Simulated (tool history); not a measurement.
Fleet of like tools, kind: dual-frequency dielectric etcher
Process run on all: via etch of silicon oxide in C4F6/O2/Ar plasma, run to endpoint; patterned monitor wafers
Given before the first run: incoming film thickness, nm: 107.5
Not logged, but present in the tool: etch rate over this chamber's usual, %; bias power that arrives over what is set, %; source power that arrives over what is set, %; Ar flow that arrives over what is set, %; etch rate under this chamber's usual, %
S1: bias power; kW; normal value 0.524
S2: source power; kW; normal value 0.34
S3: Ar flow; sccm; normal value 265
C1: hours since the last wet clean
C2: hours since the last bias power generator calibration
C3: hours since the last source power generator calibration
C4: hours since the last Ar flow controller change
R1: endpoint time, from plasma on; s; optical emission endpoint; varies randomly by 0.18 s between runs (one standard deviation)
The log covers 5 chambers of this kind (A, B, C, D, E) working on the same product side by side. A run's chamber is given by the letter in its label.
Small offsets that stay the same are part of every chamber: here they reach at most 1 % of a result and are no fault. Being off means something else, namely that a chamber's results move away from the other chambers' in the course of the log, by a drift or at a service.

run   hour     S1    S2   S3     C1      C2      C3      C4      R1
 1A    4.4  0.524  0.34  265  126.7  2294.6  3523.5  5553.7  24.323
 2D    8.1  0.524  0.34  265    271    34.9  2874.6  1071.9  24.212
 3B     12  0.524  0.34  265  213.5     753   613.1   985.5  24.297
 4C   16.9  0.524  0.34  265  297.2     254   249.2  3882.8  24.356
 5E   21.5  0.524  0.34  265  236.9   535.7  2012.3  1201.4  24.086
 6E   27.5  0.524  0.34  265  242.9   541.7  2018.3  1207.4  24.159
 7B   32.2  0.524  0.34  265  233.7   773.2   633.3  1005.7  24.167
 8A     36  0.524  0.34  265  158.3  2326.2  3555.1  5585.3  24.212
 9D   39.2  0.524  0.34  265  302.1      66  2905.7    1103  24.521
10C   42.1  0.524  0.34  265  322.4   279.2   274.4    3908  24.072
11A   47.6  0.524  0.34  265  169.9  2337.8  3566.7  5596.9  24.034
12B   52.2  0.524  0.34  265  253.7   793.2   653.3  1025.7  24.424
13E   57.2  0.524  0.39  265  272.6   571.4    2048  1237.1  22.775
14D   63.4  0.524  0.39  265  326.3    90.2  2929.9  1127.2  23.213
15C   66.1  0.524  0.39  265  346.4   303.2   298.4    3932  22.859
16C   71.7  0.524  0.39  265    352   308.8     304  3937.6  22.912
17E   75.4  0.524  0.39  265  290.8   589.6  2066.2  1255.3  23.049
18A   81.1  0.524  0.34  265  203.4  2371.3  3600.2  5630.4  24.252
19D   86.1  0.524  0.34  265    349   112.9  2952.6  1149.9  24.884
20B   90.9  0.524  0.34  265  292.4   831.9     692  1064.4  24.408
21E   96.3  0.524  0.34  265  311.7   610.5  2087.1  1276.2  23.961
22B   99.6  0.524  0.34  265  301.1   840.6   700.7  1073.1  24.582
23C  104.8  0.524  0.28  265  385.1   341.9   337.1  3970.7  25.661
24A  108.9  0.524  0.28  265  231.2  2399.1    3628  5658.2  26.147
25D  113.8  0.524  0.28  265  376.7   140.6  2980.3  1177.6  26.063
26E  118.3  0.524  0.28  265  333.7   632.5  2109.1  1298.2  25.238
27A  124.3  0.524  0.28  265  246.6  2414.5  3643.4  5673.6  26.322
28D  127.8  0.524  0.34  265  390.7   154.6  2994.3  1191.6  24.091
29B  133.2  0.524  0.34  265  334.7   874.2   734.3  1106.7  24.188
30C  136.4  0.524  0.34  317  416.7   373.5   368.7  4002.3    24.6
31D  142.1  0.524  0.34  317    405   168.9  3008.6  1205.9  25.095
32B  145.5  0.524  0.34  317    347   886.5   746.6    1119  24.725
33E    150  0.524  0.34  317  365.4   664.2  2140.8  1329.9  24.036
34C  155.4  0.524  0.34  317  435.7   392.5   387.7  4021.3  24.823
35A  158.2  0.524  0.34  265  280.5  2448.4  3677.3  5707.5  24.098
36C  161.7  0.524  0.34  265    442   398.8     394  4027.6  24.127
37E  167.2  0.524  0.34  265  382.6   681.4    2158  1347.1  23.385
38B  171.8  0.651  0.34  310  373.3   912.8   772.9  1145.3   22.48
39D    175  0.651  0.34  310  437.9   201.8  3041.5  1238.8  22.853
40A  178.7  0.651  0.34  310    301  2468.9  3697.8    5728  22.562
41E  183.8  0.651  0.34  310  399.2     698  2174.6  1363.7   21.72

Has any chamber moved away from the others, gradually or after a service, or does the common gauge drift, or do the chambers differ only by their own small steady offsets? State the chamber and the most likely cause if one applies.

Little by little, chamber E moves away from the other chambers.
Cause: etch rate over this chamber's usual, % = 4.17.

Here are 4 candidates for chamber E's next run, each the usual settings with a change, their results left as question marks. Which one brings its results back in line with what the others give on the usual settings?
Maximum distance from the other chambers' mean on the usual settings for a result to count as in line: R1 0.63 s
42E-1  188.2  0.642  0.34  248                   ?
42E-2  188.2  0.412  0.34  265                   ?
42E-3  188.2   0.46  0.34  265                   ?
42E-4  188.2  0.558  0.36  260                   ?

Other chambers, usual settings, mean: R1 24.374 s
  run      R1
42E-1  21.415
42E-2  25.546
42E-3  24.517
42E-4   22.26
With 42E-3, the chamber falls back in line with the rest.
